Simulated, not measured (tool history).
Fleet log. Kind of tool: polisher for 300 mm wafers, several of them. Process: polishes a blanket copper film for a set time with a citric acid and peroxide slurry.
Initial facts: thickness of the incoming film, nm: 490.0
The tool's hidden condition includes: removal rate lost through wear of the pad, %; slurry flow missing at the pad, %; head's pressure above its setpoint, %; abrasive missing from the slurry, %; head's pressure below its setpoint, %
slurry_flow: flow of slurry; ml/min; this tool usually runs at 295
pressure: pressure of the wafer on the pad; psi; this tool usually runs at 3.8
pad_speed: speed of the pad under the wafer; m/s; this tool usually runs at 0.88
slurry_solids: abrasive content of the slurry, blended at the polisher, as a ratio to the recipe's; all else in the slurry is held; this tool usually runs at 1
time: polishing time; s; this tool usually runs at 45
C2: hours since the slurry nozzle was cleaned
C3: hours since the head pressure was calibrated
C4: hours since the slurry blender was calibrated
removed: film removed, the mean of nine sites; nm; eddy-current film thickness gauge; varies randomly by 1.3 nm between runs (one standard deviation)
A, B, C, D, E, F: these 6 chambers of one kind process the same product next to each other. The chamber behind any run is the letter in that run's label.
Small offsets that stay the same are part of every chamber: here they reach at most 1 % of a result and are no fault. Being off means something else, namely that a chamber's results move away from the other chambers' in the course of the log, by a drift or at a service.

-- hour=10.8 chamber B: worn pad replaced by a new one
run 1F hour=11.9 | slurry_flow=295 pressure=3.8 pad_speed=0.88 slurry_solids=1 time=45 | wafers_polished_on_this_pad=748 C2=512.9 C3=261.3 C4=130.3 | removed=96.023
-- hour=15.6 chamber E: worn pad replaced by a new one
run 2E hour=18.8 | slurry_flow=295 pressure=3.8 pad_speed=0.88 slurry_solids=1 time=45 | wafers_polished_on_this_pad=21 C2=323.4 C3=100.6 C4=201.3 | removed=96.809
-- hour=24.4 chamber D: worn pad replaced by a new one
run 3C hour=25.7 | slurry_flow=295 pressure=3.8 pad_speed=0.88 slurry_solids=1 time=45 | wafers_polished_on_this_pad=408 C2=44.7 C3=479.2 C4=88.7 | removed=95.874
run 4D hour=39.5 | slurry_flow=295 pressure=3.8 pad_speed=0.88 slurry_solids=1 time=45 | wafers_polished_on_this_pad=100 C2=215.4 C3=837.7 C4=200.2 | removed=97.991
-- hour=41.0 chamber A: worn pad replaced by a new one
-- hour=41.7 chamber A: slurry blender recalibrated
-- hour=44.3 chamber F: slurry nozzle cleaned
run 5A hour=46.2 | slurry_flow=295 pressure=3.8 pad_speed=0.88 slurry_solids=1 time=45 | wafers_polished_on_this_pad=34 C2=54.9 C3=272.4 C4=4.6 | removed=94.971
run 6B hour=59.9 | slurry_flow=295 pressure=3.8 pad_speed=0.88 slurry_solids=1 time=45 | wafers_polished_on_this_pad=325 C2=106.2 C3=483.6 C4=77.5 | removed=95.350
run 7A hour=75.0 | slurry_flow=295 pressure=3.8 pad_speed=0.88 slurry_solids=1 time=45 | wafers_polished_on_this_pad=225 C2=83.7 C3=301.2 C4=33.4 | removed=97.693
-- hour=77.5 chamber F: worn pad replaced by a new one
run 8F hour=88.2 | slurry_flow=295 pressure=4.6 pad_speed=0.88 slurry_solids=1 time=45 | wafers_polished_on_this_pad=71 C2=43.9 C3=337.6 C4=206.6 | removed=114.540
-- hour=92.5 chamber E: slurry nozzle cleaned
run 9E hour=96.8 | slurry_flow=295 pressure=4.6 pad_speed=0.88 slurry_solids=1 time=45 | wafers_polished_on_this_pad=537 C2=4.4 C3=178.6 C4=279.3 | removed=117.030
-- hour=98.8 chamber D: worn pad replaced by a new one
-- hour=99.5 chamber D: slurry blender recalibrated
-- hour=106.1 chamber E: slurry blender recalibrated
run 10C hour=107.9 | slurry_flow=295 pressure=4.6 pad_speed=0.88 slurry_solids=1 time=45 | wafers_polished_on_this_pad=952 C2=126.9 C3=561.4 C4=170.9 | removed=114.630
run 11D hour=119.0 | slurry_flow=295 pressure=4.6 pad_speed=0.88 slurry_solids=1 time=45 | wafers_polished_on_this_pad=134 C2=294.9 C3=917.2 C4=19.6 | removed=118.940
-- hour=125.9 chamber C: worn pad replaced by a new one
run 12B hour=128.4 | slurry_flow=295 pressure=4.6 pad_speed=0.88 slurry_solids=1 time=45 | wafers_polished_on_this_pad=778 C2=174.7 C3=552.1 C4=146.0 | removed=116.580
run 13E hour=141.1 | slurry_flow=295 pressure=4.6 pad_speed=0.88 slurry_solids=1 time=45 | wafers_polished_on_this_pad=830 C2=48.7 C3=222.9 C4=35.1 | removed=115.200
run 14D hour=153.3 | slurry_flow=295 pressure=3.8 pad_speed=0.88 slurry_solids=1 time=45 | wafers_polished_on_this_pad=361 C2=329.2 C3=951.5 C4=53.9 | removed=97.324
run 15B hour=161.6 | slurry_flow=295 pressure=3.8 pad_speed=0.88 slurry_solids=1 time=45 | wafers_polished_on_this_pad=997 C2=207.9 C3=585.3 C4=179.2 | removed=96.602
run 16A hour=171.6 | slurry_flow=295 pressure=3.8 pad_speed=0.88 slurry_solids=1 time=45 | wafers_polished_on_this_pad=864 C2=180.3 C3=397.8 C4=130.0 | removed=96.069
run 17F hour=179.8 | slurry_flow=295 pressure=3.8 pad_speed=0.88 slurry_solids=1 time=45 | wafers_polished_on_this_pad=677 C2=135.5 C3=429.2 C4=298.2 | removed=95.334
-- hour=182.1 chamber A: head pressure recalibrated
-- hour=182.3 chamber A: worn pad replaced by a new one
-- hour=186.9 chamber D: worn pad replaced by a new one
run 18C hour=189.3 | slurry_flow=295 pressure=3.8 pad_speed=0.88 slurry_solids=1 time=45 | wafers_polished_on_this_pad=419 C2=208.3 C3=642.8 C4=252.3 | removed=93.090
-- hour=198.3 chamber B: worn pad replaced by a new one
run 19E hour=200.4 | slurry_flow=295 pressure=3.8 pad_speed=0.88 slurry_solids=1 time=45 | wafers_polished_on_this_pad=1222 C2=108.0 C3=282.2 C4=94.4 | removed=95.842
run 20F hour=213.8 | slurry_flow=295 pressure=3.8 pad_speed=0.88 slurry_solids=1 time=45 | wafers_polished_on_this_pad=902 C2=169.5 C3=463.2 C4=332.2 | removed=94.313
-- hour=215.8 chamber E: worn pad replaced by a new one
run 21D hour=228.5 | slurry_flow=295 pressure=3.8 pad_speed=0.88 slurry_solids=1 time=45 | wafers_polished_on_this_pad=275 C2=404.4 C3=1026.7 C4=129.1 | removed=95.518
-- hour=236.6 chamber F: worn pad replaced by a new one
run 22A hour=239.4 | slurry_flow=295 pressure=3.8 pad_speed=0.88 slurry_solids=1 time=45 | wafers_polished_on_this_pad=377 C2=248.1 C3=57.4 C4=197.8 | removed=96.749
run 23C hour=248.0 | slurry_flow=295 pressure=3.8 pad_speed=1.12 slurry_solids=1 time=52 | wafers_polished_on_this_pad=807 C2=267.0 C3=701.5 C4=311.0 | removed=137.230
-- hour=259.2 chamber F: slurry blender recalibrated
run 24B hour=261.6 | slurry_flow=295 pressure=3.8 pad_speed=1.12 slurry_solids=1 time=52 | wafers_polished_on_this_pad=418 C2=307.9 C3=685.3 C4=279.2 | removed=142.020
run 25D hour=268.3 | slurry_flow=295 pressure=3.8 pad_speed=1.12 slurry_solids=1 time=52 | wafers_polished_on_this_pad=538 C2=444.2 C3=1066.5 C4=168.9 | removed=140.900
-- hour=273.6 chamber D: worn pad replaced by a new one
-- hour=278.3 chamber C: worn pad replaced by a new one
run 26B hour=280.9 | slurry_flow=295 pressure=3.8 pad_speed=1.12 slurry_solids=1 time=52 | wafers_polished_on_this_pad=546 C2=327.2 C3=704.6 C4=298.5 | removed=141.880
-- hour=290.7 chamber C: slurry blender recalibrated
run 27C hour=291.0 | slurry_flow=295 pressure=3.8 pad_speed=1.12 slurry_solids=1 time=52 | wafers_polished_on_this_pad=84 C2=310.0 C3=744.5 C4=0.4 | removed=131.410
run 28E hour=304.1 | slurry_flow=295 pressure=3.8 pad_speed=1.12 slurry_solids=1 time=52 | wafers_polished_on_this_pad=584 C2=211.7 C3=385.9 C4=198.1 | removed=140.000
-- hour=317.3 chamber A: slurry blender recalibrated
run 29F hour=317.6 | slurry_flow=295 pressure=3.8 pad_speed=0.88 slurry_solids=1 time=45 | wafers_polished_on_this_pad=536 C2=273.3 C3=567.0 C4=58.5 | removed=96.177
run 30A hour=332.4 | slurry_flow=295 pressure=3.8 pad_speed=0.88 slurry_solids=1 time=45 | wafers_polished_on_this_pad=993 C2=341.1 C3=150.4 C4=15.1 | removed=94.717
-- hour=333.2 chamber B: head pressure recalibrated
-- hour=334.0 chamber A: worn pad replaced by a new one
run 31F hour=341.1 | slurry_flow=350 pressure=3.8 pad_speed=0.88 slurry_solids=1 time=33 | wafers_polished_on_this_pad=691 C2=296.8 C3=590.5 C4=82.0 | removed=73.293
-- hour=354.9 chamber D: worn pad replaced by a new one
run 32B hour=355.1 | slurry_flow=350 pressure=3.8 pad_speed=0.88 slurry_solids=1 time=33 | wafers_polished_on_this_pad=1037 C2=401.4 C3=21.9 C4=372.7 | removed=71.731
-- hour=360.2 chamber D: slurry blender recalibrated
run 33A hour=369.2 | slurry_flow=350 pressure=3.8 pad_speed=0.88 slurry_solids=1 time=33 | wafers_polished_on_this_pad=233 C2=377.9 C3=187.2 C4=51.9 | removed=73.003
run 34C hour=380.5 | slurry_flow=350 pressure=3.8 pad_speed=0.88 slurry_solids=1 time=33 | wafers_polished_on_this_pad=676 C2=399.5 C3=834.0 C4=89.9 | removed=65.377
run 35D hour=394.6 | slurry_flow=350 pressure=3.8 pad_speed=0.88 slurry_solids=1 time=33 | wafers_polished_on_this_pad=263 C2=570.5 C3=1192.8 C4=34.4 | removed=72.979
-- hour=396.5 chamber E: slurry blender recalibrated
-- hour=404.2 chamber E: worn pad replaced by a new one
run 36E hour=409.1 | slurry_flow=350 pressure=3.8 pad_speed=0.88 slurry_solids=1 time=33 | wafers_polished_on_this_pad=32 C2=316.7 C3=490.9 C4=12.6 | removed=71.642
run 37C hour=422.0 | slurry_flow=295 pressure=3.8 pad_speed=0.78 slurry_solids=1 time=52 | wafers_polished_on_this_pad=950 C2=441.0 C3=875.5 C4=131.4 | removed=89.150

Which is it: a chamber that has drifted or been left off by a service, a gauge drift common to all chambers, or only each chamber's usual small offset? If a chamber is off, name it and its likeliest cause.

Chamber C drifts away from the others.
Likeliest cause: head's pressure below its setpoint, % = 12.3.

Chamber C could run next with any of the 4 candidate recipes listed below; each alters the usual settings, and their results appear as question marks. Which one brings its results back in line with what the other chambers deliver on the usual settings?
A result is in line if it is within this distance of the other chambers' mean on the usual settings: removed 4.600 nm
run 38C-1 hour=433.0 | slurry_flow=295 pressure=3.6 pad_speed=0.88 slurry_solids=1.0 time=42 | removed=?
run 38C-2 hour=433.0 | slurry_flow=400 pressure=3.8 pad_speed=0.88 slurry_solids=1.4 time=45 | removed=?
run 38C-3 hour=433.0 | slurry_flow=300 pressure=4.3 pad_speed=0.88 slurry_solids=1.0 time=51 | removed=?
run 38C-4 hour=433.0 | slurry_flow=295 pressure=3.0 pad_speed=0.88 slurry_solids=1.0 time=45 | removed=?

On the usual settings, the other chambers give on average: removed 96.281 nm
run=38C-1 removed=75.566
run=38C-2 removed=94.123
run=38C-3 removed=109.370
run=38C-4 removed=67.770
Change 38C-2 lands the chamber within the allowed miss of the other chambers.

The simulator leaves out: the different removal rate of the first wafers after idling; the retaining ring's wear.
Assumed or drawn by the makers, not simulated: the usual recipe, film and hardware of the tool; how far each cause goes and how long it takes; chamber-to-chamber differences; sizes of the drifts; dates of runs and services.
